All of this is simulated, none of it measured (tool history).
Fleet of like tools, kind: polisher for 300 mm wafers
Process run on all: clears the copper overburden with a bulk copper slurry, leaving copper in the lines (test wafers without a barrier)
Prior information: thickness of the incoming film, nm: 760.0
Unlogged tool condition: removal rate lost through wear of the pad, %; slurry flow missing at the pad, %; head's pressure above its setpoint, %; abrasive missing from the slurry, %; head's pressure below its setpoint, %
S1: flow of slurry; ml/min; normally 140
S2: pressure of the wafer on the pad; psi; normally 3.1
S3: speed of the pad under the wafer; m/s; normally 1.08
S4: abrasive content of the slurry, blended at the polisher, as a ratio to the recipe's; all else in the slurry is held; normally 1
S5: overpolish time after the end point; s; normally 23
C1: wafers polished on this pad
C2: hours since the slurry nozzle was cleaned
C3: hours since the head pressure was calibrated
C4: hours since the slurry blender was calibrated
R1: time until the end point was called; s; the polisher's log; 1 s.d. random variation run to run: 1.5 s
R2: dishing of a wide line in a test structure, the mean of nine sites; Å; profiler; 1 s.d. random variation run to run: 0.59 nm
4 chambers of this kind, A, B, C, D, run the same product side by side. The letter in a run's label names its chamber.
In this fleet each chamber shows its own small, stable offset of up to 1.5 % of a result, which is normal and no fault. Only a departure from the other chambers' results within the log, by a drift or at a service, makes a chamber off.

| run | hour | S1 | S2 | S3 | S4 | S5 | C1 | C2 | C3 | C4 | R1 | R2 |
|---|---|---|---|---|---|---|---|---|---|---|---|---|
|  | 8.5 | chamber C: slurry blender recalibrated |
| 1D | 9.5 | 140 | 3.1 | 1.08 | 1 | 23 | 393 | 365.9 | 209.4 | 340.5 | 76.797 | 445.45 |
| 2B | 16.8 | 140 | 3.1 | 1.08 | 1 | 23 | 368 | 457.9 | 614.9 | 89.4 | 75.079 | 463.55 |
| 3C | 25.4 | 140 | 3.1 | 1.08 | 1 | 23 | 350 | 104.1 | 896 | 17 | 78.388 | 446.16 |
| 4A | 30.4 | 140 | 3.1 | 1.08 | 1 | 23 | 732 | 511.2 | 329.5 | 121.8 | 78.229 | 449.52 |
|  | 30.8 | chamber A: worn pad replaced by a new one |
|  | 32.3 | chamber A: head pressure recalibrated |
|  | 32.6 | chamber D: worn pad replaced by a new one |
| 5B | 38.8 | 140 | 3.1 | 1.08 | 1 | 23 | 551 | 479.9 | 636.9 | 111.4 | 76.582 | 455.82 |
|  | 45 | chamber D: slurry nozzle cleaned |
| 6D | 48 | 140 | 3.1 | 1.08 | 1 | 23 | 128 | 3 | 247.9 | 379 | 77.436 | 460.54 |
| 7A | 57.8 | 140 | 3.1 | 1.08 | 1 | 23 | 224 | 538.6 | 25.5 | 149.2 | 75.874 | 450.15 |
| 8C | 66.9 | 140 | 3.1 | 1.08 | 1 | 23 | 694 | 145.6 | 937.5 | 58.5 | 77.406 | 454.89 |
| 9D | 76.6 | 140 | 3.1 | 1.08 | 1 | 23 | 365 | 31.6 | 276.5 | 407.6 | 79.388 | 461.07 |
|  | 79.1 | chamber B: worn pad replaced by a new one |
|  | 81.8 | chamber B: slurry nozzle cleaned |
| 10C | 82 | 140 | 3.1 | 1.08 | 1 | 23 | 819 | 160.7 | 952.6 | 73.6 | 76.21 | 461.64 |
| 11A | 89.1 | 140 | 2.2 | 0.88 | 1 | 23 | 483 | 569.9 | 56.8 | 180.5 | 131.24 | 392.62 |
|  | 91 | chamber C: worn pad replaced by a new one |
| 12B | 96.3 | 140 | 2.2 | 0.88 | 1 | 23 | 143 | 14.6 | 694.4 | 168.9 | 130.17 | 394.14 |
|  | 100.2 | chamber D: worn pad replaced by a new one |
| 13B | 104.7 | 140 | 2.2 | 0.88 | 1 | 23 | 212 | 23 | 702.8 | 177.3 | 133.35 | 401.5 |
| 14C | 112 | 140 | 2.2 | 0.88 | 1 | 23 | 174 | 190.7 | 982.6 | 103.6 | 135.8 | 397.55 |
| 15A | 116.6 | 140 | 3.1 | 1.08 | 1 | 23 | 711 | 597.4 | 84.3 | 208 | 77.217 | 452.2 |
| 16D | 121.3 | 140 | 3.1 | 1.08 | 1 | 23 | 174 | 76.3 | 321.2 | 452.3 | 79.216 | 452.11 |
| 17B | 127.2 | 140 | 3.1 | 1.08 | 1 | 23 | 399 | 45.5 | 725.3 | 199.8 | 77.033 | 448.53 |
| 18D | 136.8 | 140 | 3.1 | 1.08 | 1 | 23 | 303 | 91.8 | 336.7 | 467.8 | 76.869 | 457.06 |
|  | 139.6 | chamber D: head pressure recalibrated |
|  | 141.4 | chamber A: worn pad replaced by a new one |
| 19A | 142.9 | 140 | 3.1 | 1.08 | 1 | 23 | 12 | 623.7 | 110.6 | 234.3 | 76.707 | 444.39 |
|  | 144 | chamber D: slurry blender recalibrated |
|  | 148.8 | chamber C: slurry blender recalibrated |
| 20C | 151.6 | 140 | 3.1 | 1.08 | 1 | 23 | 502 | 230.3 | 1022.2 | 2.9 | 77.008 | 457.07 |
| 21D | 156.2 | 140 | 3.1 | 1.08 | 1 | 23 | 464 | 111.2 | 16.7 | 12.2 | 77.377 | 455 |
|  | 160 | chamber D: worn pad replaced by a new one |
| 22C | 160.6 | 140 | 3.1 | 1.08 | 1 | 23 | 577 | 239.3 | 1031.2 | 11.9 | 75.136 | 455.3 |
| 23A | 167 | 95 | 3.1 | 1.08 | 1 | 23 | 212 | 647.8 | 134.7 | 258.4 | 83.936 | 449.11 |
| 24B | 174.6 | 95 | 3.1 | 1.08 | 1 | 23 | 792 | 92.9 | 772.7 | 247.2 | 81.961 | 466.21 |
|  | 177.2 | chamber B: worn pad replaced by a new one |
| 25C | 184.1 | 95 | 3.1 | 1.08 | 1 | 23 | 772 | 262.8 | 1054.7 | 35.4 | 82.552 | 451.04 |
| 26D | 193.5 | 95 | 3.1 | 1.08 | 1 | 23 | 277 | 148.5 | 54 | 49.5 | 84.039 | 444.65 |
| 27B | 198.4 | 140 | 3.1 | 1.08 | 1.2 | 23 | 175 | 116.7 | 796.5 | 271 | 73.733 | 458.42 |
| 28A | 202.9 | 140 | 3.1 | 1.08 | 1.2 | 23 | 509 | 683.7 | 170.6 | 294.3 | 73.225 | 458.92 |

The same settings go to every chamber for the next run, one line per chamber below. Forecast the results for each:
| 29A | 210.2 | 140 | 3.1 | 1.08 | 1.25 | 23 |  |  |  |  | ? | ? |
| 29B | 210.2 | 140 | 3.1 | 1.08 | 1.25 | 23 |  |  |  |  | ? | ? |
| 29C | 210.2 | 140 | 3.1 | 1.08 | 1.25 | 23 |  |  |  |  | ? | ? |
| 29D | 210.2 | 140 | 3.1 | 1.08 | 1.25 | 23 |  |  |  |  | ? | ? |

| run | R1 | R2 |
|---|---|---|
| 29A | 71.765 | 451.19 |
| 29B | 73.036 | 458.51 |
| 29C | 74.768 | 447.27 |
| 29D | 73.117 | 448.91 |
